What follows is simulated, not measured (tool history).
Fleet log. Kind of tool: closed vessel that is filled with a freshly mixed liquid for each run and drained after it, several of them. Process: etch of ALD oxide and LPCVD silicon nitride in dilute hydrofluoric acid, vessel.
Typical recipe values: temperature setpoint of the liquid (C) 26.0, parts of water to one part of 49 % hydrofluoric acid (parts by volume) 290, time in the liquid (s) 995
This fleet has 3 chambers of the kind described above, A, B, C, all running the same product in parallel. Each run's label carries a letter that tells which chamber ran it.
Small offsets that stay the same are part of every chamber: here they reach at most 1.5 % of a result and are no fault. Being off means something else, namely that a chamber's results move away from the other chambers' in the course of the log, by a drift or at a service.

run	day	temperature setpoint of the liquid (C)	parts of water to one part of 49 % hydrofluoric acid (parts by volume)	time in the liquid (s)	hours since the thermometer was replaced	hours since the hydrofluoric acid flow meter was replaced	read-back film thickness of the ALD oxide reference wafer, read on the same gauge (nm)	read-back film thickness of the LPCVD silicon nitride reference wafer, read on the same gauge (nm)	thickness taken off the ALD oxide on a monitor wafer (angstrom)	thickness taken off the LPCVD silicon nitride on a monitor wafer (angstrom)
1B	0.204	26.0	290	995	856.5	1213.7	150.04	140.02	512.37	19.663
2C	0.362	26.0	290	995	1268.7	219.3	150.00	139.99	508.35	20.022
3A	0.579	26.0	290	995	94.1	242.9	149.99	139.97	509.95	19.822
4A	0.696	26.0	290	995	96.9	245.7	149.99	139.98	505.73	19.435
5C	0.938	26.0	290	995	1282.5	233.1	149.99	139.97	506.08	20.385
6B	1.150	26.0	290	590	879.2	1236.4	150.04	140.01	300.88	11.904
7C	1.375	26.0	290	590	1293.0	243.6	150.00	139.99	301.95	12.214
8A	1.562	26.0	290	590	117.7	266.5	150.02	140.02	299.66	11.734
9B	1.717	26.0	290	995	892.8	1250.0	149.95	139.98	504.16	20.596
10A	1.917	26.0	290	995	126.2	275.0	150.00	140.01	495.33	19.654
11B	2.146	26.0	290	995	903.1	1260.3	150.02	140.00	506.84	19.733
12C	2.412	26.0	290	995	1317.9	268.5	150.01	140.00	508.30	20.513
13B	2.633	26.0	290	995	914.8	1272.0	149.98	140.01	509.06	20.498
14C	2.829	26.0	375	765	1327.9	278.5	150.00	139.99	275.75	12.073
15A	3.092	26.0	375	765	154.4	303.2	149.97	139.98	270.19	11.534
16A	3.325	26.0	375	765	160.0	308.8	149.98	139.99	269.72	11.212
17C	3.479	26.0	290	995	1343.5	294.1	150.03	140.02	511.09	20.182
18B	3.604	30.5	290	1230	938.1	1295.3	150.00	140.00	731.35	32.497
19C	3.871	30.5	290	1230	1352.9	303.5	150.01	139.99	735.63	32.135
20A	4.054	30.5	290	1230	177.5	326.3	149.99	139.99	698.56	31.589
21B	4.196	24.5	340	995	952.3	1309.5	150.00	140.00	388.16	15.534
22B	4.388	24.5	340	995	956.9	1314.1	150.01	139.98	392.89	15.305
23A	4.583	24.5	340	995	190.2	339.0	150.01	140.01	379.52	15.157
24C	4.750	26.0	290	995	1374.0	324.6	150.01	140.03	505.35	20.199
25C	4.904	26.0	290	995	1377.7	328.3	149.96	140.02	512.71	20.034
26A	5.033	26.0	290	995	201.0	349.8	150.01	139.98	488.92	19.756
27B	5.258	26.0	290	995	977.8	1335.0	149.99	140.02	504.55	20.457
28A	5.488	26.0	240	995	211.9	360.7	150.01	140.01	621.95	23.810
29C	5.650	26.0	240	995	1395.6	346.2	150.00	139.98	646.82	24.069
30B	5.783	26.0	240	995	990.4	1347.6	150.00	139.98	654.20	25.066
31B	5.996	28.5	290	995	995.5	1352.7	149.99	139.98	555.76	23.260
32A	6.200	28.5	290	995	229.0	377.8	149.97	139.97	521.45	22.160
33C	6.325	28.5	290	995	1411.8	362.4	150.00	139.99	558.89	23.566
34B	6.479	26.0	290	995	1007.1	1364.3	150.00	140.01	501.22	20.054
35A	6.708	26.0	290	995	241.2	390.0	150.00	139.98	479.73	19.617
36C	6.825	26.0	290	995	1423.8	374.4	150.02	139.99	518.86	20.618
37A	7.058	26.0	290	995	249.6	398.4	149.98	139.99	470.10	19.221
38B	7.192	26.0	290	995	1024.2	1381.4	149.97	139.97	506.11	19.761
39C	7.358	26.0	290	995	1436.6	387.2	150.02	140.00	503.00	20.120
40C	7.517	26.0	290	995	1440.4	391.0	149.95	140.00	508.51	20.710

One chamber off, gauge drift, or nothing amiss beyond the chambers' own small offsets? If it is a chamber, which one, and what is the likeliest cause?

It is chamber A that slowly wanders off from its peers.
Likeliest cause: hydrofluoric acid flow below the setpoint (%) = 5.1.

Chamber A could run next with any of the 4 candidate recipes listed below; each alters the usual settings, and their results appear as question marks. Which one brings its results back in line with what the other chambers deliver on the usual settings?
To be in line, a result may differ from the other chambers' mean on the usual settings by at most: thickness taken off the ALD oxide on a monitor wafer (angstrom) 14.00; thickness taken off the LPCVD silicon nitride on a monitor wafer (angstrom) 1.200
41A-1	7.708	26.0	270	1055					?	?
41A-2	7.708	26.0	280	1025					?	?
41A-3	7.708	26.0	310	935					?	?
41A-4	7.708	26.0	300	965					?	?

What the other chambers average on the usual settings: thickness taken off the ALD oxide on a monitor wafer (angstrom) 510.75; thickness taken off the LPCVD silicon nitride on a monitor wafer (angstrom) 20.184
run	thickness taken off the ALD oxide on a monitor wafer (angstrom)	thickness taken off the LPCVD silicon nitride on a monitor wafer (angstrom)
41A-1	552.31	21.311
41A-2	511.52	19.953
41A-3	407.47	16.409
41A-4	439.42	17.511
It is 41A-2 that realigns the chamber with its peers.

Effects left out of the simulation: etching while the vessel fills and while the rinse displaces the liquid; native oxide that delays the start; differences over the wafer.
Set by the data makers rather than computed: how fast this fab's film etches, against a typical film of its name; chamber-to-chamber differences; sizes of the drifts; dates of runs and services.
